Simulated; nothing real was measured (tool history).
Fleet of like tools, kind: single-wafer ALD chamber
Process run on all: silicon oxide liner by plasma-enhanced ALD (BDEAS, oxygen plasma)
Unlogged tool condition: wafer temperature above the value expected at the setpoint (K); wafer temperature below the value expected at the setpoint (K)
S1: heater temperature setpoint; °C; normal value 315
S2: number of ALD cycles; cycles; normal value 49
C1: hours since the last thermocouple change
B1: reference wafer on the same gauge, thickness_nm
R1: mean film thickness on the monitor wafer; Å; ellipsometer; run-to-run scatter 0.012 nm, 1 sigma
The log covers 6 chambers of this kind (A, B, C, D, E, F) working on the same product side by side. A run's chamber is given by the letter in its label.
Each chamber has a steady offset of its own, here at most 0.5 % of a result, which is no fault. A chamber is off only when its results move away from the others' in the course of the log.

run 1A hour=6.9 | S1=315 S2=49 | C1=2915.1 | B1=4.9901 | R1=44.647
run 2D hour=17.5 | S1=315 S2=49 | C1=1560.4 | B1=4.9893 | R1=44.501
-- hour=26.2 chamber C: thermocouple changed; heater temperature recalibrated
run 3E hour=29.6 | S1=315 S2=49 | C1=1170.2 | B1=4.9905 | R1=44.699
-- hour=30.6 chamber E: thermocouple changed; heater temperature recalibrated
run 4F hour=38 | S1=315 S2=49 | C1=1398.3 | B1=4.9892 | R1=44.497
run 5B hour=49.1 | S1=315 S2=44 | C1=1840.3 | B1=4.9867 | R1=40.15
-- hour=57.7 chamber A: thermocouple changed; heater temperature recalibrated
run 6C hour=60.7 | S1=315 S2=44 | C1=34.6 | B1=4.9921 | R1=39.985
run 7A hour=71.5 | S1=315 S2=44 | C1=13.9 | B1=4.9894 | R1=39.87
run 8D hour=84.7 | S1=315 S2=44 | C1=1627.6 | B1=4.991 | R1=40.053
-- hour=89.4 chamber D: thermocouple changed; heater temperature recalibrated
run 9B hour=93.1 | S1=315 S2=44 | C1=1884.3 | B1=4.9881 | R1=40.079
run 10F hour=107.2 | S1=315 S2=44 | C1=1467.5 | B1=4.9936 | R1=40.311
run 11C hour=117.9 | S1=315 S2=49 | C1=91.8 | B1=4.9886 | R1=44.88
-- hour=119.8 chamber F: thermocouple changed; heater temperature recalibrated
run 12E hour=127.1 | S1=315 S2=49 | C1=96.6 | B1=4.9913 | R1=44.804
run 13D hour=140.8 | S1=315 S2=49 | C1=51.4 | B1=4.9882 | R1=44.559
run 14B hour=148.5 | S1=329 S2=49 | C1=1939.7 | B1=4.9918 | R1=43.978
run 15A hour=161.6 | S1=329 S2=49 | C1=104 | B1=4.9883 | R1=43.661
run 16E hour=175.1 | S1=329 S2=49 | C1=144.6 | B1=4.9911 | R1=43.878
run 17C hour=187.6 | S1=329 S2=49 | C1=161.5 | B1=4.9913 | R1=43.9
run 18F hour=199.9 | S1=329 S2=49 | C1=80.2 | B1=4.9901 | R1=44.003
run 19E hour=209.6 | S1=329 S2=49 | C1=179.1 | B1=4.9898 | R1=43.888
run 20F hour=216.6 | S1=303 S2=40 | C1=96.9 | B1=4.9883 | R1=37.137
run 21A hour=223.7 | S1=303 S2=40 | C1=166.1 | B1=4.9903 | R1=37.019
run 22D hour=237.6 | S1=303 S2=40 | C1=148.2 | B1=4.9861 | R1=36.897
run 23C hour=244.7 | S1=303 S2=40 | C1=218.6 | B1=4.9906 | R1=37.127
run 24B hour=258.1 | S1=303 S2=40 | C1=2049.3 | B1=4.9866 | R1=36.977
run 25A hour=266.6 | S1=303 S2=40 | C1=209 | B1=4.9919 | R1=36.923
run 26E hour=279.1 | S1=315 S2=49 | C1=248.6 | B1=4.9928 | R1=44.763
run 27F hour=288.8 | S1=315 S2=49 | C1=169.1 | B1=4.9862 | R1=44.88
run 28C hour=297.3 | S1=315 S2=49 | C1=271.2 | B1=4.9942 | R1=44.477
run 29B hour=306.6 | S1=315 S2=49 | C1=2097.8 | B1=4.989 | R1=44.96
run 30D hour=314.2 | S1=315 S2=49 | C1=224.8 | B1=4.9923 | R1=44.313
run 31D hour=323.6 | S1=315 S2=49 | C1=234.2 | B1=4.9894 | R1=44.447
run 32C hour=331 | S1=315 S2=49 | C1=304.9 | B1=4.9913 | R1=44.493
run 33E hour=339 | S1=315 S2=49 | C1=308.5 | B1=4.9899 | R1=44.607
run 34A hour=345.8 | S1=315 S2=49 | C1=288.2 | B1=4.9868 | R1=44.541
run 35B hour=352.1 | S1=315 S2=49 | C1=2143.3 | B1=4.9892 | R1=44.803
run 36F hour=362.6 | S1=315 S2=49 | C1=242.9 | B1=4.9904 | R1=44.557
run 37C hour=371 | S1=315 S2=49 | C1=344.9 | B1=4.9891 | R1=44.685
run 38E hour=377.7 | S1=306 S2=56 | C1=347.2 | B1=4.9863 | R1=51.756
run 39A hour=385.9 | S1=306 S2=56 | C1=328.3 | B1=4.9906 | R1=51.76
run 40D hour=395 | S1=306 S2=56 | C1=305.6 | B1=4.9912 | R1=51.368
run 41F hour=402.9 | S1=306 S2=56 | C1=283.2 | B1=4.9868 | R1=51.749

Is one chamber off against the others, does the gauge drift, or is nothing wrong? If a chamber is off, say which, and what the likeliest cause is.

No chamber is off and the gauge is stable; the differences are just each chamber's small, constant offset.
